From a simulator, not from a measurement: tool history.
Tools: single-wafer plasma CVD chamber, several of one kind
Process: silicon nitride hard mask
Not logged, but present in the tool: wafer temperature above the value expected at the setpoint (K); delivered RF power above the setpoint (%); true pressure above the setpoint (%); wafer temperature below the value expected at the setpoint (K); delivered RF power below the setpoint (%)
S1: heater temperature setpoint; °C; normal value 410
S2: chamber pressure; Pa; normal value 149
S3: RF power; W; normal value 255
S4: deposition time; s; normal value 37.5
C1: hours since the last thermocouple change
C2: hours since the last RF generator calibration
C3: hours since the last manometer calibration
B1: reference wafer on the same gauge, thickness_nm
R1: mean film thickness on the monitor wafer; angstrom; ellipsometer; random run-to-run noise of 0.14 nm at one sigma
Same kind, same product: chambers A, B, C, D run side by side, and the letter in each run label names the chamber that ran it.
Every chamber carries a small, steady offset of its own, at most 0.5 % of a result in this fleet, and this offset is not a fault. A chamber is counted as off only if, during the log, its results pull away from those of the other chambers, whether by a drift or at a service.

run 1D day=0.246 | S1=410 S2=149 S3=255 S4=37.5 | C1=716.1 C2=512.6 C3=1964.2 | B1=28.106 | R1=346.87
run 2C day=0.592 | S1=410 S2=149 S3=255 S4=37.5 | C1=1283.6 C2=345.3 C3=2916.9 | B1=28.106 | R1=344.38
-- day=0.796 chamber A: capacitance manometer re-zeroed and calibrated
run 3A day=0.912 | S1=410 S2=149 S3=255 S4=37.5 | C1=918.4 C2=2065.5 C3=2.9 | B1=28.108 | R1=343.87
run 4B day=1.121 | S1=410 S2=149 S3=255 S4=37.5 | C1=1235.4 C2=655.1 C3=284.8 | B1=28.116 | R1=347.85
run 5C day=1.308 | S1=410 S2=149 S3=255 S4=37.5 | C1=1300.8 C2=362.5 C3=2934.1 | B1=28.114 | R1=343.04
run 6B day=1.488 | S1=410 S2=149 S3=255 S4=37.5 | C1=1244.2 C2=663.9 C3=293.6 | B1=28.076 | R1=348.48
run 7D day=1.779 | S1=410 S2=149 S3=255 S4=37.5 | C1=752.9 C2=549.4 C3=2001.0 | B1=28.111 | R1=345.09
run 8A day=1.975 | S1=410 S2=149 S3=255 S4=37.5 | C1=943.9 C2=2091.0 C3=28.4 | B1=28.090 | R1=345.70
run 9A day=2.146 | S1=410 S2=149 S3=255 S4=37.5 | C1=948.0 C2=2095.1 C3=32.5 | B1=28.099 | R1=344.67
run 10C day=2.296 | S1=410 S2=149 S3=255 S4=37.5 | C1=1324.5 C2=386.2 C3=2957.8 | B1=28.119 | R1=345.22
run 11B day=2.512 | S1=410 S2=149 S3=255 S4=37.5 | C1=1268.8 C2=688.5 C3=318.2 | B1=28.113 | R1=348.71
run 12D day=2.721 | S1=410 S2=149 S3=255 S4=37.5 | C1=775.5 C2=572.0 C3=2023.6 | B1=28.126 | R1=346.83
run 13B day=3.046 | S1=410 S2=149 S3=255 S4=37.5 | C1=1281.6 C2=701.3 C3=331.0 | B1=28.085 | R1=347.26
run 14A day=3.283 | S1=410 S2=149 S3=255 S4=37.5 | C1=975.3 C2=2122.4 C3=59.8 | B1=28.082 | R1=345.23
run 15C day=3.571 | S1=410 S2=117 S3=255 S4=37.5 | C1=1355.1 C2=416.8 C3=2988.4 | B1=28.106 | R1=317.85
run 16D day=3.738 | S1=410 S2=117 S3=255 S4=37.5 | C1=799.9 C2=596.4 C3=2048.0 | B1=28.116 | R1=317.08
run 17B day=3.954 | S1=410 S2=117 S3=255 S4=37.5 | C1=1303.4 C2=723.1 C3=352.8 | B1=28.086 | R1=315.70
run 18C day=4.196 | S1=410 S2=117 S3=255 S4=37.5 | C1=1370.1 C2=431.8 C3=3003.4 | B1=28.126 | R1=315.84
run 19A day=4.429 | S1=410 S2=149 S3=255 S4=37.5 | C1=1002.8 C2=2149.9 C3=87.3 | B1=28.085 | R1=345.03
run 20D day=4.771 | S1=410 S2=149 S3=255 S4=37.5 | C1=824.7 C2=621.2 C3=2072.8 | B1=28.071 | R1=347.20
run 21D day=5.017 | S1=410 S2=149 S3=255 S4=37.5 | C1=830.6 C2=627.1 C3=2078.7 | B1=28.072 | R1=346.88
run 22C day=5.262 | S1=410 S2=149 S3=255 S4=37.5 | C1=1395.7 C2=457.4 C3=3029.0 | B1=28.095 | R1=344.46
run 23B day=5.458 | S1=410 S2=149 S3=235 S4=37.5 | C1=1339.5 C2=759.2 C3=388.9 | B1=28.106 | R1=328.19
run 24A day=5.638 | S1=410 S2=149 S3=235 S4=37.5 | C1=1031.8 C2=2178.9 C3=116.3 | B1=28.082 | R1=324.88
run 25A day=5.933 | S1=410 S2=149 S3=235 S4=37.5 | C1=1038.9 C2=2186.0 C3=123.4 | B1=28.115 | R1=325.51
run 26D day=6.208 | S1=410 S2=149 S3=235 S4=37.5 | C1=859.2 C2=655.7 C3=2107.3 | B1=28.073 | R1=325.59
run 27C day=6.429 | S1=410 S2=149 S3=255 S4=37.5 | C1=1423.7 C2=485.4 C3=3057.0 | B1=28.106 | R1=346.01
run 28B day=6.700 | S1=410 S2=149 S3=255 S4=37.5 | C1=1369.3 C2=789.0 C3=418.7 | B1=28.102 | R1=345.30
run 29A day=6.875 | S1=410 S2=149 S3=255 S4=31.1 | C1=1061.5 C2=2208.6 C3=146.0 | B1=28.100 | R1=286.24
run 30D day=7.158 | S1=410 S2=149 S3=255 S4=31.1 | C1=882.0 C2=678.5 C3=2130.1 | B1=28.139 | R1=287.57
run 31B day=7.308 | S1=410 S2=149 S3=255 S4=31.1 | C1=1383.9 C2=803.6 C3=433.3 | B1=28.116 | R1=286.59
run 32C day=7.654 | S1=410 S2=149 S3=255 S4=31.1 | C1=1453.1 C2=514.8 C3=3086.4 | B1=28.083 | R1=285.85
-- day=7.754 chamber A: RF generator calibrated
run 33B day=7.979 | S1=410 S2=149 S3=255 S4=37.5 | C1=1400.0 C2=819.7 C3=449.4 | B1=28.128 | R1=346.72
run 34C day=8.146 | S1=410 S2=149 S3=255 S4=37.5 | C1=1464.9 C2=526.6 C3=3098.2 | B1=28.135 | R1=344.23
run 35A day=8.358 | S1=410 S2=149 S3=255 S4=37.5 | C1=1097.1 C2=14.5 C3=181.6 | B1=28.113 | R1=345.22
run 36D day=8.625 | S1=410 S2=149 S3=255 S4=37.5 | C1=917.2 C2=713.7 C3=2165.3 | B1=28.086 | R1=347.61
run 37D day=8.838 | S1=410 S2=149 S3=255 S4=37.5 | C1=922.3 C2=718.8 C3=2170.4 | B1=28.096 | R1=346.16
run 38A day=8.996 | S1=410 S2=149 S3=255 S4=37.5 | C1=1112.4 C2=29.8 C3=196.9 | B1=28.102 | R1=344.42
run 39B day=9.325 | S1=410 S2=149 S3=255 S4=37.5 | C1=1432.3 C2=852.0 C3=481.7 | B1=28.105 | R1=346.03
run 40C day=9.575 | S1=410 S2=149 S3=255 S4=37.5 | C1=1499.2 C2=560.9 C3=3132.5 | B1=28.084 | R1=343.05
run 41B day=9.896 | S1=410 S2=149 S3=255 S4=37.5 | C1=1446.0 C2=865.7 C3=495.4 | B1=28.099 | R1=344.45
run 42A day=10.212 | S1=410 S2=149 S3=255 S4=37.5 | C1=1141.6 C2=59.0 C3=226.1 | B1=28.095 | R1=345.58

Has any chamber moved away from the others, gradually or after a service, or does the common gauge drift, or do the chambers differ only by their own small steady offsets? State the chamber and the most likely cause if one applies.

Neither any chamber nor the gauge drifts; the chambers differ only by their own small, steady offsets.
